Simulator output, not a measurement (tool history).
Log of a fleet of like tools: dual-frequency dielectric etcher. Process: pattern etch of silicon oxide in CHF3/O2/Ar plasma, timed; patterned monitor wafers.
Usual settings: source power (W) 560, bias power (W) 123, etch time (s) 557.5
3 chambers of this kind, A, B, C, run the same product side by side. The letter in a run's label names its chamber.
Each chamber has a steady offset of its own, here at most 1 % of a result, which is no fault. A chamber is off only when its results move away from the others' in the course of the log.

run    day  source power (W)  bias power (W)  etch time (s)  read-back reference wafer on the same gauge, depth_nm  mean etch depth across the wafer (nm)
 1A  0.183               560             123          557.5                                                 1034.4                                 938.03
 2C  0.521               560             123          557.5                                                 1034.6                                 944.46
 3B  0.817               560             123          557.5                                                 1034.8                                 945.25
 4A   1.05               560             123          557.5                                                 1034.5                                  944.3
 5C    1.4               560             123          557.5                                                 1034.8                                 952.99
 6B   1.75               560             123          557.5                                                 1035.4                                 940.05
 7C  2.104               560             123          557.5                                                 1036.1                                 953.09
 8A  2.446               560             123          557.5                                                 1035.3                                 945.47
 9B  2.675               650             105          557.5                                                   1036                                 949.38
10A  2.858               650             105          557.5                                                 1033.8                                 956.13
     2.958  -- chamber B: wet clean of the chamber
11B  3.033               650             105          557.5                                                 1034.9                                 986.16
12C  3.308               560             123          557.5                                                 1035.9                                  960.8
13B  3.496               670             133          557.5                                                 1034.9                                 1072.1
14C   3.75               670             133          557.5                                                 1034.1                                 1054.8
15A  3.975               670             133          557.5                                                 1034.5                                 1048.6
16A  4.288               560             123          557.5                                                 1034.5                                 937.19
17C  4.483               560             123          557.5                                                 1035.3                                 950.59
18B    4.7               560             123          557.5                                                 1035.5                                 981.43
19C  4.896               560             123          557.5                                                 1033.8                                 950.93
20A  5.067               560             123          557.5                                                 1034.9                                 944.92
21B  5.296               560             123          557.5                                                 1034.1                                 981.63
      5.45  -- chamber C: wet clean of the chamber
22C  5.467               560             123          557.5                                                 1036.4                                 952.41
23A  5.729               560             123          557.5                                                 1033.8                                 948.47
24B  6.042               430             123          557.5                                                 1033.9                                 887.78
25A  6.196               430             123          557.5                                                 1034.1                                 857.72
26B  6.475               430             123          557.5                                                 1035.6                                 881.96
27C  6.825               560             100          677.5                                                   1034                                 1090.1
28C  7.142               560             100          677.5                                                 1035.1                                 1092.7
29A  7.358               560             100          677.5                                                 1034.4                                 1091.4
30B  7.633               560             123          557.5                                                 1035.9                                 977.75
31B  7.825               560             123          557.5                                                 1034.3                                 981.49
32A   8.05               560             148          557.5                                                 1036.2                                 1007.9
33C  8.329               560             148          557.5                                                 1034.5                                   1002
34B  8.625               560             148          557.5                                                 1035.6                                 1038.6
35C  8.962               560             123          557.5                                                 1034.9                                 949.89
36A  9.162               560             123          557.5                                                 1035.6                                 944.16
37B  9.475               640             123          557.5                                                 1033.6                                 1028.3
38A  9.733               640             123          557.5                                                 1034.8                                 1001.8

Is one chamber off against the others, does the gauge drift, or is nothing wrong? If a chamber is off, say which, and what the likeliest cause is.

A service left chamber B off against the others.
Cause: etch rate over this chamber's usual, % = 3.64.

Here are 4 candidates for chamber B's next run, each the usual settings with a change, their results left as question marks. Which one brings its results back in line with what the others give on the usual settings?
In line means no further than this from the other chambers' mean on the usual settings: mean etch depth across the wafer (nm) 18
39B-1  9.992               600             123          557.5                                                                                             ?
39B-2  9.992               550             122            528                                                                                             ?
39B-3  9.992               560             122          542.5                                                                                             ?
39B-4  9.992               610             133          557.5                                                                                             ?

The other chambers' mean on the usual settings: mean etch depth across the wafer (nm) 950.23
  run  mean etch depth across the wafer (nm)
39B-1                                 1007.5
39B-2                                 919.91
39B-3                                 951.85
39B-4                                 1039.3
39B-3 brings the chamber back in line.
